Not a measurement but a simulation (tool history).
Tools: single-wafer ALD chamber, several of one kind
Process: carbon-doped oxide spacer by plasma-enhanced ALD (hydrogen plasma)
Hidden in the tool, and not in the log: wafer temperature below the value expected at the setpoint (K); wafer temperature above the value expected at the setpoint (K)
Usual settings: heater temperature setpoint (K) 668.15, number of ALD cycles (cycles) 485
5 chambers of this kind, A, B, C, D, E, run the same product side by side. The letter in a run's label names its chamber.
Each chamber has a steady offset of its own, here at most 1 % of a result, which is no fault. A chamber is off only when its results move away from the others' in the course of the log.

run	hour	heater temperature setpoint (K)	number of ALD cycles (cycles)	hours since the last thermocouple change	read-back reference wafer on the same gauge, thickness_nm	mean film thickness on the monitor wafer (nm)
1D	4.3	668.15	485	1548.3	27.829	24.115
2A	6.9	668.15	485	20.8	27.778	23.956
# hour 9.1: chamber B: thermocouple changed; heater temperature recalibrated
3B	12.4	668.15	485	3.4	27.796	24.223
4C	15.5	668.15	485	1124.9	27.798	24.195
5E	21.2	682.15	419	527.2	27.774	20.464
6B	25.2	682.15	419	16.2	27.794	20.41
7E	29.7	682.15	419	535.7	27.824	20.396
8D	32.8	682.15	419	1576.8	27.809	20.042
9A	36.2	682.15	419	50.1	27.799	20.413
10C	41.7	668.15	485	1151.1	27.836	24.27
11D	45.1	668.15	485	1589.1	27.807	24.088
12B	50	668.15	431	41	27.813	21.721
13E	55	668.15	431	561	27.792	21.543
14C	58.1	668.15	431	1167.5	27.779	21.396
15A	60.9	668.15	431	74.8	27.776	21.64
16A	66.1	668.15	431	80	27.771	21.337
17C	68.8	668.15	433	1178.2	27.777	21.55
18D	72.1	668.15	433	1616.1	27.817	21.727
19B	76.1	668.15	433	67.1	27.828	21.809
20E	79.7	668.15	433	585.7	27.839	21.678
21D	83.7	668.15	433	1627.7	27.81	21.54
22C	89.7	668.15	485	1199.1	27.797	24.096
23A	93.7	668.15	485	107.6	27.796	24.441
24E	98.6	668.15	485	604.6	27.764	24.332
25B	104.1	668.15	485	95.1	27.796	24.157
26C	109	661.15	547	1218.4	27.793	27.173
27A	112.6	661.15	547	126.5	27.791	27.446
28B	115.9	661.15	547	106.9	27.8	27.462
29D	119.6	661.15	547	1663.6	27.793	27.266
30E	125.1	661.15	547	631.1	27.807	27.306
31C	127.7	668.15	485	1237.1	27.771	24.013
32A	132.6	668.15	485	146.5	27.781	24.157
33E	136.2	668.15	576	642.2	27.816	28.928
34D	139.4	668.15	576	1683.4	27.795	28.559
35B	142.6	668.15	576	133.6	27.815	28.972
36E	148	668.15	576	654	27.811	28.755
37C	153.8	668.15	576	1263.2	27.802	28.672

What goes on in this fleet: one chamber off, a drifting gauge, or nothing beyond the chambers' own small offsets? Name the chamber and the cause, if any.

No chamber stands off beyond its own small offset, and the gauge holds steady.
